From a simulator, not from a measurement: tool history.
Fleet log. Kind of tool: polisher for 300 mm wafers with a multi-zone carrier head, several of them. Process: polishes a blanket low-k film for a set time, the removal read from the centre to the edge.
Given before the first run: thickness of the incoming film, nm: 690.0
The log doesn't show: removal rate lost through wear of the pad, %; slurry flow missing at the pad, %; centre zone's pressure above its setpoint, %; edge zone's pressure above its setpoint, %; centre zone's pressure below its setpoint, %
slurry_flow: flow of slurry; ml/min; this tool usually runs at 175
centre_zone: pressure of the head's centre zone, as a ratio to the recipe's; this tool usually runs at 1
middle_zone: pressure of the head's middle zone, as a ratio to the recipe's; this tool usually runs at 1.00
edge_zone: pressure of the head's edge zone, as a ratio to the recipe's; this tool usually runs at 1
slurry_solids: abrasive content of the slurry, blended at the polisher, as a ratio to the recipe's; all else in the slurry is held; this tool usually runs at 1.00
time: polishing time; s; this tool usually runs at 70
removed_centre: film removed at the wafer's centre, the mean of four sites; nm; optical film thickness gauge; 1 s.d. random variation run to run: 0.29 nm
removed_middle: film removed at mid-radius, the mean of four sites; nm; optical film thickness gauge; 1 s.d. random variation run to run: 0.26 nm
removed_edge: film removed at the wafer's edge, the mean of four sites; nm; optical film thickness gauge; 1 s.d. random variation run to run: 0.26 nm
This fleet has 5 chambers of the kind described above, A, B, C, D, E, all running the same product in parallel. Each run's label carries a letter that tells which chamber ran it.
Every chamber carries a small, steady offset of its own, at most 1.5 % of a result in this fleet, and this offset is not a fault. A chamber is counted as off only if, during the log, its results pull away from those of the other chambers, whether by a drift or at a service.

| run | hour | slurry_flow | centre_zone | middle_zone | edge_zone | slurry_solids | time | wafers polished on this pad | hours since the slurry nozzle was cleaned | hours since the centre zone pressure was calibrated | hours since the edge zone pressure was calibrated | removed_centre | removed_middle | removed_edge |
|---|---|---|---|---|---|---|---|---|---|---|---|---|---|---|
| 1E | 3.6 | 175 | 1 | 1.00 | 1 | 1.00 | 70 | 1057 | 309.2 | 709.5 | 181.5 | 25.995 | 25.940 | 25.883 |
|  | 3.8 | chamber A: worn pad replaced by a new one |
|  | 6.0 | chamber B: worn pad replaced by a new one |
| 2C | 7.4 | 175 | 1 | 1.00 | 1 | 1.00 | 70 | 865 | 240.8 | 373.4 | 213.5 | 26.035 | 26.176 | 25.922 |
| 3B | 11.2 | 175 | 1 | 1.00 | 1 | 1.00 | 70 | 48 | 467.7 | 630.9 | 528.6 | 25.430 | 25.525 | 26.193 |
| 4A | 13.8 | 175 | 1 | 1.00 | 1 | 1.00 | 70 | 93 | 21.1 | 428.0 | 278.1 | 25.768 | 26.027 | 25.624 |
|  | 14.9 | chamber D: worn pad replaced by a new one |
| 5D | 18.3 | 175 | 1 | 1.00 | 1 | 0.90 | 70 | 31 | 181.8 | 157.7 | 812.5 | 24.243 | 24.932 | 24.195 |
| 6D | 21.1 | 175 | 1 | 1.00 | 1 | 0.90 | 70 | 57 | 184.6 | 160.5 | 815.3 | 24.460 | 24.530 | 24.449 |
| 7B | 25.4 | 175 | 1 | 1.00 | 1 | 0.90 | 70 | 179 | 481.9 | 645.1 | 542.8 | 25.083 | 24.838 | 25.177 |
| 8E | 29.1 | 175 | 1 | 1.00 | 1 | 0.90 | 70 | 1293 | 334.7 | 735.0 | 207.0 | 24.258 | 24.314 | 24.340 |
| 9C | 32.6 | 175 | 1 | 1.00 | 1 | 0.90 | 70 | 1098 | 266.0 | 398.6 | 238.7 | 24.359 | 24.816 | 24.583 |
|  | 33.8 | chamber E: worn pad replaced by a new one |
| 10A | 35.2 | 175 | 1 | 1.00 | 1 | 1.00 | 70 | 291 | 42.5 | 449.4 | 299.5 | 25.686 | 26.198 | 25.697 |
| 11A | 39.7 | 175 | 1 | 1.00 | 1 | 1.00 | 70 | 332 | 47.0 | 453.9 | 304.0 | 25.588 | 25.765 | 25.494 |
| 12B | 41.9 | 175 | 1 | 1.00 | 1 | 1.00 | 70 | 332 | 498.4 | 661.6 | 559.3 | 25.791 | 25.769 | 25.872 |
| 13E | 46.2 | 175 | 1 | 1.00 | 1 | 1.00 | 70 | 115 | 351.8 | 752.1 | 224.1 | 26.320 | 25.762 | 25.762 |
| 14D | 50.9 | 175 | 1 | 1.00 | 1 | 1.00 | 70 | 333 | 214.4 | 190.3 | 845.1 | 25.418 | 26.163 | 25.461 |
| 15C | 54.3 | 175 | 1 | 1.00 | 1 | 1.00 | 70 | 1299 | 287.7 | 420.3 | 260.4 | 24.678 | 25.548 | 25.579 |
| 16C | 58.5 | 175 | 1 | 1.00 | 1 | 1.00 | 70 | 1338 | 291.9 | 424.5 | 264.6 | 24.485 | 25.359 | 25.148 |
| 17A | 62.3 | 175 | 1 | 1.00 | 1 | 1.00 | 70 | 542 | 69.6 | 476.5 | 326.6 | 25.523 | 26.157 | 25.236 |
| 18E | 64.8 | 175 | 1 | 1.00 | 1 | 1.00 | 70 | 287 | 370.4 | 770.7 | 242.7 | 25.783 | 25.323 | 25.511 |
| 19B | 67.2 | 175 | 1 | 1.00 | 1 | 1.00 | 70 | 567 | 523.7 | 686.9 | 584.6 | 25.933 | 26.077 | 25.963 |
|  | 68.4 | chamber B: worn pad replaced by a new one |
| 20D | 69.6 | 175 | 1 | 1.00 | 1 | 1.00 | 70 | 506 | 233.1 | 209.0 | 863.8 | 26.048 | 26.554 | 25.458 |
| 21D | 73.9 | 175 | 1 | 1.00 | 1 | 1.00 | 70 | 546 | 237.4 | 213.3 | 868.1 | 25.484 | 25.886 | 25.559 |
| 22E | 77.5 | 175 | 1 | 1.00 | 1 | 1.00 | 70 | 405 | 383.1 | 783.4 | 255.4 | 26.041 | 25.491 | 25.788 |
| 23C | 80.0 | 175 | 1 | 1.04 | 1 | 1.00 | 70 | 1537 | 313.4 | 446.0 | 286.1 | 24.521 | 25.750 | 25.174 |
| 24A | 82.2 | 175 | 1 | 1.04 | 1 | 1.00 | 70 | 726 | 89.5 | 496.4 | 346.5 | 25.692 | 26.775 | 25.932 |
|  | 82.7 | chamber A: worn pad replaced by a new one |
| 25B | 85.1 | 175 | 1 | 1.04 | 1 | 1.00 | 70 | 155 | 541.6 | 704.8 | 602.5 | 26.249 | 26.928 | 25.996 |
| 26E | 88.8 | 175 | 1 | 1.04 | 1 | 1.00 | 70 | 510 | 394.4 | 794.7 | 266.7 | 26.152 | 26.284 | 25.835 |
| 27B | 92.9 | 175 | 1 | 1.04 | 1 | 1.00 | 70 | 227 | 549.4 | 712.6 | 610.3 | 25.949 | 26.738 | 25.944 |
|  | 94.2 | chamber D: edge zone pressure recalibrated |
| 28C | 97.1 | 175 | 1 | 1.00 | 1 | 1.00 | 70 | 1696 | 330.5 | 463.1 | 303.2 | 23.934 | 23.896 | 24.523 |
|  | 99.0 | chamber A: edge zone pressure recalibrated |
| 29D | 101.5 | 175 | 1 | 1.00 | 1 | 1.00 | 70 | 802 | 265.0 | 240.9 | 7.3 | 26.067 | 25.991 | 25.536 |
| 30A | 104.4 | 205 | 1 | 1.00 | 1 | 1.15 | 70 | 201 | 111.7 | 518.6 | 5.5 | 28.049 | 28.528 | 28.144 |
| 31A | 107.1 | 205 | 1 | 1.00 | 1 | 1.15 | 70 | 226 | 114.4 | 521.3 | 8.2 | 27.606 | 28.561 | 27.684 |
| 32B | 109.6 | 205 | 1 | 1.00 | 1 | 1.15 | 70 | 382 | 566.1 | 729.3 | 627.0 | 28.011 | 28.208 | 28.146 |

What goes on in this fleet: one chamber off, a drifting gauge, or nothing beyond the chambers' own small offsets? Name the chamber and the cause, if any.

Chamber C drifts away from the others.
Most likely cause: removal rate lost through wear of the pad, % = 6.85.
From this log alone, it may not be told apart from: slurry flow missing at the pad, %.

Chamber C could run next with any of the 4 candidate recipes listed below; each alters the usual settings, and their results appear as question marks. Which one brings its results back in line with what the other chambers deliver on the usual settings?
In line means no further than this from the other chambers' mean on the usual settings: removed_centre 1.000 nm; removed_middle 0.920 nm; removed_edge 0.910 nm
| 33C-1 | 113.1 | 175 | 1.00 | 1.00 | 1.00 | 1.00 | 71 |  |  |  |  | ? | ? | ? |
| 33C-2 | 113.1 | 180 | 1.02 | 1.00 | 0.99 | 1.00 | 74 |  |  |  |  | ? | ? | ? |
| 33C-3 | 113.1 | 175 | 0.98 | 1.01 | 1.00 | 1.00 | 66 |  |  |  |  | ? | ? | ? |
| 33C-4 | 113.1 | 175 | 1.00 | 1.00 | 1.00 | 1.00 | 69 |  |  |  |  | ? | ? | ? |

Usual-settings mean across the other chambers: removed_centre 25.835 nm; removed_middle 25.794 nm; removed_edge 25.742 nm
| run | removed_centre | removed_middle | removed_edge |
|---|---|---|---|
| 33C-1 | 24.038 | 24.567 | 24.502 |
| 33C-2 | 25.735 | 25.721 | 25.489 |
| 33C-3 | 21.858 | 23.046 | 22.773 |
| 33C-4 | 23.361 | 23.875 | 23.812 |
33C-2 brings the chamber back in line.
